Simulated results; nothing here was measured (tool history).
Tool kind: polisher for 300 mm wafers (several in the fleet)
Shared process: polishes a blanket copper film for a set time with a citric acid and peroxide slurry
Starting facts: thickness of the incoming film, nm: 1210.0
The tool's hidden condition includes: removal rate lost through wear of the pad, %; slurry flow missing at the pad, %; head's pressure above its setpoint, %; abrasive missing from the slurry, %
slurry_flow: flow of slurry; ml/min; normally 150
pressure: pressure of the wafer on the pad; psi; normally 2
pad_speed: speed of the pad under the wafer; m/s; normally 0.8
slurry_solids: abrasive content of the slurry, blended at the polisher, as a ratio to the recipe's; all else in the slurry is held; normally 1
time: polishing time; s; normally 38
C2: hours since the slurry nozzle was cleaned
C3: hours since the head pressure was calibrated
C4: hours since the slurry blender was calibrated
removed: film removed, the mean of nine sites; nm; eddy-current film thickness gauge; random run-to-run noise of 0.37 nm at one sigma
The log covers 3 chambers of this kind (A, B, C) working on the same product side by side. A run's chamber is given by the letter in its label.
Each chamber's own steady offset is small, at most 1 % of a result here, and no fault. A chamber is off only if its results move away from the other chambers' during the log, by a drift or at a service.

-- hour=0.1 chamber C: slurry nozzle cleaned
-- hour=2.1 chamber A: slurry blender recalibrated
run 1B hour=3 | slurry_flow=150 pressure=2 pad_speed=0.8 slurry_solids=1 time=38 | wafers_polished_on_this_pad=888 C2=326.3 C3=374.8 C4=295.3 | removed=46.417
run 2C hour=7.7 | slurry_flow=150 pressure=2 pad_speed=0.8 slurry_solids=1 time=38 | wafers_polished_on_this_pad=746 C2=7.6 C3=692.4 C4=19.6 | removed=46.636
-- hour=8.8 chamber B: worn pad replaced by a new one
run 3A hour=11.4 | slurry_flow=150 pressure=2 pad_speed=0.8 slurry_solids=1 time=38 | wafers_polished_on_this_pad=217 C2=170.4 C3=929.6 C4=9.3 | removed=46.485
run 4B hour=14.6 | slurry_flow=150 pressure=2 pad_speed=0.8 slurry_solids=1 time=38 | wafers_polished_on_this_pad=54 C2=337.9 C3=386.4 C4=306.9 | removed=46.815
run 5A hour=17.4 | slurry_flow=150 pressure=2 pad_speed=0.8 slurry_solids=1 time=38 | wafers_polished_on_this_pad=273 C2=176.4 C3=935.6 C4=15.3 | removed=46.874
-- hour=18.3 chamber C: worn pad replaced by a new one
run 6C hour=21.4 | slurry_flow=150 pressure=2.4 pad_speed=0.8 slurry_solids=1 time=38 | wafers_polished_on_this_pad=29 C2=21.3 C3=706.1 C4=33.3 | removed=55.914
run 7B hour=27 | slurry_flow=150 pressure=2.4 pad_speed=0.8 slurry_solids=1 time=38 | wafers_polished_on_this_pad=169 C2=350.3 C3=398.8 C4=319.3 | removed=56.432
run 8A hour=31.9 | slurry_flow=150 pressure=2.4 pad_speed=0.8 slurry_solids=1 time=38 | wafers_polished_on_this_pad=408 C2=190.9 C3=950.1 C4=29.8 | removed=56.557
run 9C hour=36.3 | slurry_flow=150 pressure=2 pad_speed=0.8 slurry_solids=1 time=38 | wafers_polished_on_this_pad=167 C2=36.2 C3=721 C4=48.2 | removed=46.711
run 10B hour=40.3 | slurry_flow=150 pressure=2 pad_speed=0.8 slurry_solids=1 time=38 | wafers_polished_on_this_pad=292 C2=363.6 C3=412.1 C4=332.6 | removed=46.864
run 11A hour=43.1 | slurry_flow=150 pressure=2 pad_speed=0.8 slurry_solids=1 time=38 | wafers_polished_on_this_pad=511 C2=202.1 C3=961.3 C4=41 | removed=46.973
-- hour=44.4 chamber C: head pressure recalibrated
run 12C hour=48.7 | slurry_flow=150 pressure=2 pad_speed=0.8 slurry_solids=1 time=38 | wafers_polished_on_this_pad=282 C2=48.6 C3=4.3 C4=60.6 | removed=46.426
run 13B hour=53.5 | slurry_flow=150 pressure=2 pad_speed=0.8 slurry_solids=1 time=38 | wafers_polished_on_this_pad=414 C2=376.8 C3=425.3 C4=345.8 | removed=47.086
run 14A hour=57.6 | slurry_flow=150 pressure=2 pad_speed=0.58 slurry_solids=1 time=38 | wafers_polished_on_this_pad=646 C2=216.6 C3=975.8 C4=55.5 | removed=34.503
run 15C hour=63.1 | slurry_flow=150 pressure=2 pad_speed=0.58 slurry_solids=1 time=38 | wafers_polished_on_this_pad=415 C2=63 C3=18.7 C4=75 | removed=33.969
run 16C hour=67 | slurry_flow=150 pressure=2 pad_speed=0.58 slurry_solids=1 time=38 | wafers_polished_on_this_pad=452 C2=66.9 C3=22.6 C4=78.9 | removed=34.57
-- hour=68.4 chamber A: worn pad replaced by a new one
run 17B hour=71.8 | slurry_flow=150 pressure=2 pad_speed=0.8 slurry_solids=1 time=38 | wafers_polished_on_this_pad=584 C2=395.1 C3=443.6 C4=364.1 | removed=46.962
run 18A hour=75.5 | slurry_flow=150 pressure=2 pad_speed=0.8 slurry_solids=1 time=38 | wafers_polished_on_this_pad=66 C2=234.5 C3=993.7 C4=73.4 | removed=46.724
run 19C hour=81.2 | slurry_flow=170 pressure=2 pad_speed=0.9 slurry_solids=1 time=38 | wafers_polished_on_this_pad=583 C2=81.1 C3=36.8 C4=93.1 | removed=52.874
run 20A hour=84 | slurry_flow=170 pressure=2 pad_speed=0.9 slurry_solids=1 time=38 | wafers_polished_on_this_pad=145 C2=243 C3=1002.2 C4=81.9 | removed=54.048
run 21B hour=87.6 | slurry_flow=170 pressure=2 pad_speed=0.9 slurry_solids=1 time=38 | wafers_polished_on_this_pad=731 C2=410.9 C3=459.4 C4=379.9 | removed=53.545
run 22B hour=90.7 | slurry_flow=150 pressure=2 pad_speed=0.8 slurry_solids=1 time=38 | wafers_polished_on_this_pad=760 C2=414 C3=462.5 C4=383 | removed=46.756
run 23A hour=95.5 | slurry_flow=150 pressure=1.6 pad_speed=0.8 slurry_solids=1 time=38 | wafers_polished_on_this_pad=251 C2=254.5 C3=1013.7 C4=93.4 | removed=37.974
-- hour=97.9 chamber C: worn pad replaced by a new one
run 24C hour=100.8 | slurry_flow=150 pressure=1.6 pad_speed=0.8 slurry_solids=1 time=38 | wafers_polished_on_this_pad=27 C2=100.7 C3=56.4 C4=112.7 | removed=37.978
run 25A hour=105.2 | slurry_flow=150 pressure=1.6 pad_speed=0.8 slurry_solids=1 time=38 | wafers_polished_on_this_pad=341 C2=264.2 C3=1023.4 C4=103.1 | removed=38.022
run 26B hour=109.4 | slurry_flow=150 pressure=2 pad_speed=0.8 slurry_solids=1 time=38 | wafers_polished_on_this_pad=933 C2=432.7 C3=481.2 C4=401.7 | removed=47.019

Next, every chamber runs the same settings. What will each give?
run 27A hour=113.6 | slurry_flow=150 pressure=2 pad_speed=1.04 slurry_solids=1 time=38 | removed=?
run 27B hour=113.6 | slurry_flow=150 pressure=2 pad_speed=1.04 slurry_solids=1 time=38 | removed=?
run 27C hour=113.6 | slurry_flow=150 pressure=2 pad_speed=1.04 slurry_solids=1 time=38 | removed=?

run=27A removed=60.4
run=27B removed=59.72
run=27C removed=58.815
